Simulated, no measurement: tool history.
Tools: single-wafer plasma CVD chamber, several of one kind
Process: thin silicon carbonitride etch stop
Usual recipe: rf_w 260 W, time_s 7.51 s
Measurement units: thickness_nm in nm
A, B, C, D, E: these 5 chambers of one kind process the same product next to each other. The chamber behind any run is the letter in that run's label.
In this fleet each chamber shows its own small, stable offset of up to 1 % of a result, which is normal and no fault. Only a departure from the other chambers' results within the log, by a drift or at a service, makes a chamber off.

run	hour	rf_w	time_s	read-back reference wafer on the same gauge, thickness_nm	thickness_nm
1B	13.6	260	7.51	5.2117	4.6634
2E	27.7	260	7.51	5.2133	4.5924
3C	38.3	260	7.51	5.2114	4.652
4A	50.9	260	7.51	5.2139	4.6048
# hour 55.9: chamber C: RF generator calibrated
5D	58.5	260	7.51	5.2125	4.6228
6E	69.6	260	7.51	5.215	4.5826
7A	84.6	260	7.51	5.2164	4.6109
# hour 85.8: chamber B: thermocouple changed; heater temperature recalibrated
8B	98.7	260	7.51	5.2178	4.672
# hour 108.6: chamber A: thermocouple changed; heater temperature recalibrated
9D	112.4	295	7.51	5.2172	4.81
10C	127.6	295	7.51	5.2189	4.8293
11C	140.4	295	7.51	5.2203	4.8268
12B	151.6	295	7.51	5.2188	4.8508
13E	164	295	7.51	5.2197	4.7829
14A	177.4	260	7.51	5.2208	4.5924
15D	191.7	260	7.51	5.221	4.6287
16B	199.7	260	7.51	5.2224	4.6866
17A	214.1	260	7.51	5.2215	4.5921
18E	224	260	7.51	5.2259	4.6082
19C	235.3	260	7.51	5.2275	4.6518
20D	242.8	260	7.51	5.2257	4.6299
21A	257.7	260	7.51	5.2289	4.6207
22C	271.8	260	7.51	5.2281	4.6554
23E	285	260	7.51	5.2293	4.5974
24B	292	260	7.51	5.2297	4.6894
25D	299.2	260	7.51	5.2301	4.6399
26C	310.3	295	7.51	5.2322	4.8437
27B	322.8	295	7.51	5.2322	4.8636
28E	333.9	295	7.51	5.2321	4.7926
29D	347.1	295	7.51	5.2326	4.8108
30A	357.4	295	7.51	5.2316	4.7839
31E	364.7	260	7.51	5.2339	4.6073
32D	375	260	7.51	5.2341	4.6455
33B	384.8	260	7.51	5.2325	4.6783
34A	398.2	260	7.51	5.2349	4.6204
35C	412.6	260	7.51	5.238	4.6734
36B	422.7	260	7.51	5.2346	4.7031
37E	430.8	260	7.51	5.2386	4.6167
38C	441.5	260	7.51	5.2393	4.6741
# hour 446: chamber A: RF generator calibrated
39A	455	240	8.01	5.2393	4.824
40D	464.9	240	8.01	5.2401	4.8285
41B	474.5	240	8.01	5.2424	4.8866
42E	485.3	240	8.01	5.2418	4.801
43A	497	240	8.01	5.2454	4.8134
44C	511.2	225	6.63	5.2454	3.9552

The same settings go to every chamber for the next run, one line per chamber below. Forecast the results for each:
45A	522.2	260	7.51		?
45B	522.2	260	7.51		?
45C	522.2	260	7.51		?
45D	522.2	260	7.51		?
45E	522.2	260	7.51		?

run	thickness_nm
45A	4.6117
45B	4.7074
45C	4.6704
45D	4.6493
45E	4.6139
